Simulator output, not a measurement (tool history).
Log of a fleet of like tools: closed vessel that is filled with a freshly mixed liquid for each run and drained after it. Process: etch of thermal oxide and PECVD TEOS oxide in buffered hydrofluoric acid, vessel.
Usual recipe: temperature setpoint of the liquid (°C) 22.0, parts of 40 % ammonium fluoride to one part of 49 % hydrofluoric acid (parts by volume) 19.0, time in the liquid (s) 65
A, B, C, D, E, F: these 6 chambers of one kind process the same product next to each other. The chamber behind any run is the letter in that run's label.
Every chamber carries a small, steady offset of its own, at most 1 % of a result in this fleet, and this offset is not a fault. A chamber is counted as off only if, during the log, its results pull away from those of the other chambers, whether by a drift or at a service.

run	hour	temperature setpoint of the liquid (°C)	parts of 40 % ammonium fluoride to one part of 49 % hydrofluoric acid (parts by volume)	time in the liquid (s)	hours since the thermometer was replaced	hours since the hydrofluoric acid flow meter was replaced	read-back film thickness of the thermal oxide reference wafer, read on the same gauge (nm)	read-back film thickness of the PECVD TEOS oxide reference wafer, read on the same gauge (nm)	thickness taken off the thermal oxide on a monitor wafer (angstrom)	thickness taken off the PECVD TEOS oxide on a monitor wafer (angstrom)
1E	11.8	22.0	19.0	65	1470.8	1126.6	29.989	90.012	353.04	829.17
2D	18.5	22.0	19.0	65	21.8	935.8	29.997	89.997	352.47	826.34
3F	28.6	22.0	19.0	65	1724.7	1784.0	30.020	89.985	354.62	825.17
4C	41.5	22.0	19.0	65	1073.7	647.2	30.013	89.996	347.72	825.85
5B	50.2	22.0	19.0	65	997.7	398.0	29.999	89.981	352.13	820.39
6A	56.3	22.0	19.0	65	501.3	1925.3	30.012	90.013	355.67	837.73
7E	67.1	22.0	19.0	65	1526.1	1181.9	30.036	90.019	356.41	833.69
# hour 68.4: chamber A: thermometer replaced
8F	73.4	22.0	19.0	65	1769.5	1828.8	29.968	90.006	355.01	826.83
9A	83.6	22.0	19.0	65	15.2	1952.6	30.076	89.991	356.16	838.18
10C	95.8	22.0	19.0	65	1128.0	701.5	29.982	90.006	351.21	835.33
11D	104.9	22.0	19.0	65	108.2	1022.2	29.988	89.995	353.41	826.99
12B	111.0	22.0	19.0	65	1058.5	458.8	30.012	90.002	355.06	818.23
13F	117.9	22.0	19.0	65	1814.0	1873.3	29.989	89.998	352.03	825.44
14C	125.6	22.0	19.0	65	1157.8	731.3	30.055	90.006	349.91	828.63
# hour 129.1: chamber A: hydrofluoric acid flow meter replaced
15E	133.2	22.0	19.0	65	1592.2	1248.0	30.016	89.991	354.73	832.78
16B	141.8	22.0	19.0	65	1089.3	489.6	29.965	90.036	350.32	823.18
17D	150.5	22.0	19.0	100	153.8	1067.8	29.960	90.005	544.82	1270.40
18A	159.1	22.0	19.0	100	90.7	30.0	29.955	90.003	547.75	1278.20
19A	172.3	22.0	19.0	100	103.9	43.2	30.000	89.988	551.07	1290.00
20E	179.9	22.0	19.0	100	1638.9	1294.7	29.989	89.991	544.71	1274.50
21F	191.8	22.0	19.0	100	1887.9	1947.2	30.014	89.986	545.28	1284.10
# hour 205.6: chamber F: hydrofluoric acid flow meter replaced
22C	205.7	22.0	19.0	100	1237.9	811.4	30.041	89.990	535.31	1280.80
# hour 214.2: chamber E: hydrofluoric acid flow meter replaced
23D	217.3	22.0	19.0	65	220.6	1134.6	30.011	89.995	348.12	823.53
24B	226.9	22.0	19.0	65	1174.4	574.7	29.985	89.994	349.97	823.06
25B	236.1	22.0	19.0	65	1183.6	583.9	30.005	89.978	353.66	822.38
26A	249.3	22.0	19.0	65	180.9	120.2	30.038	90.006	353.89	839.04
27C	255.7	24.5	12.5	65	1287.9	861.4	29.962	89.986	607.09	1443.80
28D	264.6	24.5	12.5	65	267.9	1181.9	30.033	90.004	601.35	1414.00
29F	271.3	24.5	12.5	65	1967.4	65.7	29.994	90.017	614.14	1443.80
30E	281.1	24.5	12.5	65	1740.1	67.0	30.031	90.014	617.89	1444.90
31F	290.9	24.5	12.5	65	1987.0	85.3	29.972	89.999	618.88	1440.00
32A	304.0	24.5	12.5	65	235.6	174.9	30.000	90.024	607.48	1434.90
33C	310.7	22.0	19.0	65	1342.9	916.4	29.989	90.005	348.31	828.43
34B	323.9	22.0	19.0	65	1271.4	671.7	30.013	89.995	352.63	819.45
35D	336.3	22.0	19.0	65	339.6	1253.6	29.990	90.028	353.51	828.75
36E	342.6	22.0	19.0	65	1801.6	128.5	29.984	89.990	349.85	829.74
37B	351.7	22.0	19.0	65	1299.2	699.5	29.989	89.999	352.03	824.84

Does one chamber stand apart from the rest, does the shared gauge drift, or is all well apart from small per-chamber offsets? Give the chamber and the most likely cause, where there is one.

No chamber stands off beyond its own small offset, and the gauge holds steady.

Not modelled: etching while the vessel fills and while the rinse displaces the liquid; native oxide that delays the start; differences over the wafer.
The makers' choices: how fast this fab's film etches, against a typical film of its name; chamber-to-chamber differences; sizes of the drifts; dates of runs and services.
